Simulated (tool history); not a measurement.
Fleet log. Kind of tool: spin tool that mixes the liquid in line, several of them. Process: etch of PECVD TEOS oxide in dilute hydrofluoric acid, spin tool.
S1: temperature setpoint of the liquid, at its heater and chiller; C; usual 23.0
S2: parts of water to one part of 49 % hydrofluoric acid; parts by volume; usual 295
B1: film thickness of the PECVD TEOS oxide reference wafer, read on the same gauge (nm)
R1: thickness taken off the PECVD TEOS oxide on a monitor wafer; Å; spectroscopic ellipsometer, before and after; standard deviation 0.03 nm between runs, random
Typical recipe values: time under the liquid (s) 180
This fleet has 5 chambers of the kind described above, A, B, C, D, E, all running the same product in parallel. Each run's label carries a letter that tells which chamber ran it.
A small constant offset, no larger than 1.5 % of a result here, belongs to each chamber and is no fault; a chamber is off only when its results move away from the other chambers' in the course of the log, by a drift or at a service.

Run 1D, hour 4.9: usual settings; B1 100.010. Result: R1 40.721 Å.
Run 2A, hour 12.0: usual settings; B1 100.030. Result: R1 40.841 Å.
Run 3C, hour 17.7: usual settings; B1 100.030. Result: R1 40.370 Å.
Run 4B, hour 21.9: usual settings; B1 100.000. Result: R1 41.615 Å.
Run 5E, hour 25.3: usual settings; B1 99.980. Result: R1 40.227 Å.
Run 6B, hour 29.1: usual settings; B1 100.010. Result: R1 41.384 Å.
Run 7C, hour 35.0: usual settings; B1 100.000. Result: R1 40.329 Å.
Run 8A, hour 40.1: usual settings; B1 100.030. Result: R1 40.637 Å.
Run 9E, hour 47.2: usual settings; B1 99.999. Result: R1 40.884 Å.
Run 10D, hour 53.0: usual settings; B1 99.999. Result: R1 40.150 Å.
Run 11B, hour 60.1: usual settings but S2 345 parts by volume; B1 100.010. Result: R1 33.287 Å.
Run 12D, hour 66.1: usual settings but S2 345 parts by volume; B1 100.020. Result: R1 32.714 Å.
Run 13E, hour 70.4: usual settings but S2 345 parts by volume; B1 99.987. Result: R1 33.527 Å.
Run 14C, hour 76.5: usual settings but S2 345 parts by volume; B1 99.950. Result: R1 33.411 Å.
Run 15A, hour 83.6: usual settings but S2 345 parts by volume; B1 100.010. Result: R1 33.078 Å.
Run 16B, hour 89.4: usual settings; B1 99.978. Result: R1 41.422 Å.
Run 17C, hour 94.2: usual settings; B1 100.020. Result: R1 40.983 Å.
Run 18E, hour 99.1: usual settings; B1 99.976. Result: R1 41.203 Å.
Run 19A, hour 105.5: usual settings; B1 99.986. Result: R1 40.584 Å.
Run 20D, hour 110.3: usual settings; B1 100.000. Result: R1 40.334 Å.
Run 21C, hour 113.7: usual settings; B1 99.998. Result: R1 40.393 Å.
Run 22A, hour 118.5: usual settings but S1 26.0 C; B1 99.970. Result: R1 45.076 Å.
Run 23D, hour 124.8: usual settings but S1 26.0 C; B1 100.000. Result: R1 45.396 Å.
Run 24B, hour 129.1: usual settings but S1 26.0 C; B1 100.010. Result: R1 45.614 Å.
Run 25E, hour 135.3: usual settings but S1 26.0 C; B1 100.020. Result: R1 45.883 Å.
Run 26B, hour 140.5: usual settings but S1 26.0 C; B1 99.954. Result: R1 46.037 Å.
Run 27A, hour 145.2: usual settings; B1 99.984. Result: R1 39.589 Å.
Run 28D, hour 150.9: usual settings; B1 100.020. Result: R1 40.055 Å.
Run 29C, hour 156.7: usual settings; B1 100.020. Result: R1 40.291 Å.
At hour 157.5: chamber E: thermometer replaced.
Run 30E, hour 162.8: usual settings; B1 100.030. Result: R1 40.632 Å.
Run 31C, hour 166.6: usual settings; B1 99.987. Result: R1 40.400 Å.
At hour 168.9: chamber C: thermometer replaced.
Run 32B, hour 170.6: usual settings; B1 100.010. Result: R1 41.392 Å.
Run 33E, hour 175.9: usual settings but S2 425 parts by volume, time under the liquid (s) 110; B1 100.020. Result: R1 15.322 Å.
Run 34A, hour 181.2: usual settings but S2 425 parts by volume, time under the liquid (s) 110; B1 100.020. Result: R1 14.939 Å.
Run 35D, hour 185.4: usual settings but S2 425 parts by volume, time under the liquid (s) 110; B1 99.936. Result: R1 14.990 Å.
Run 36D, hour 188.7: usual settings but S2 425 parts by volume, time under the liquid (s) 110; B1 99.993. Result: R1 15.063 Å.
Run 37B, hour 193.1: usual settings but S2 425 parts by volume, time under the liquid (s) 110; B1 100.000. Result: R1 15.606 Å.
Run 38C, hour 199.6: usual settings; B1 100.040. Result: R1 40.171 Å.
Run 39E, hour 206.4: usual settings but S1 26.0 C, S2 420 parts by volume; B1 100.000. Result: R1 28.191 Å.
Run 40A, hour 213.1: usual settings but S1 26.0 C, S2 420 parts by volume; B1 99.964. Result: R1 27.020 Å.
Run 41B, hour 220.0: usual settings but S1 26.0 C, S2 420 parts by volume; B1 100.030. Result: R1 28.241 Å.
Run 42E, hour 226.7: usual settings but S1 26.0 C, S2 420 parts by volume; B1 100.020. Result: R1 28.369 Å.
Run 43A, hour 232.5: usual settings but S1 26.0 C, S2 420 parts by volume; B1 99.981. Result: R1 27.132 Å.
Run 44D, hour 236.4: usual settings but S1 27.0 C; B1 99.989. Result: R1 46.433 Å.

Is one chamber out of step, is the gauge drifting, or do the chambers differ by no more than their own small offsets? For an off chamber, give its letter and the likeliest cause.

One chamber, A, drifts off from the rest bit by bit.
Likeliest cause: liquid colder than its thermometer reads (K) = 1.34.
The log might look much the same if the cause were instead: hydrofluoric acid flow below the setpoint (%).

Below are 4 candidate recipes for chamber A's next run, each the usual settings with a change, their results shown as question marks. Which of them brings A's results back in line with what the other chambers give on the usual settings?
Maximum distance from the other chambers' mean on the usual settings for a result to count as in line: R1 1.000 Å
Run 45A-1, hour 241.6: usual settings but S2 305 parts by volume. Result: R1 ?.
Run 45A-2, hour 241.6: usual settings but S2 320 parts by volume. Result: R1 ?.
Run 45A-3, hour 241.6: usual settings but S2 290 parts by volume, time under the liquid (s) 185. Result: R1 ?.
Run 45A-4, hour 241.6: usual settings but S1 25.5 C. Result: R1 ?.

Other chambers, usual settings, mean: R1 40.699 Å
  run      R1
45A-1  37.169
45A-2  34.940
45A-3  40.742
45A-4  42.352
The right change is 45A-3: it brings the chamber back within the allowed miss of the others.

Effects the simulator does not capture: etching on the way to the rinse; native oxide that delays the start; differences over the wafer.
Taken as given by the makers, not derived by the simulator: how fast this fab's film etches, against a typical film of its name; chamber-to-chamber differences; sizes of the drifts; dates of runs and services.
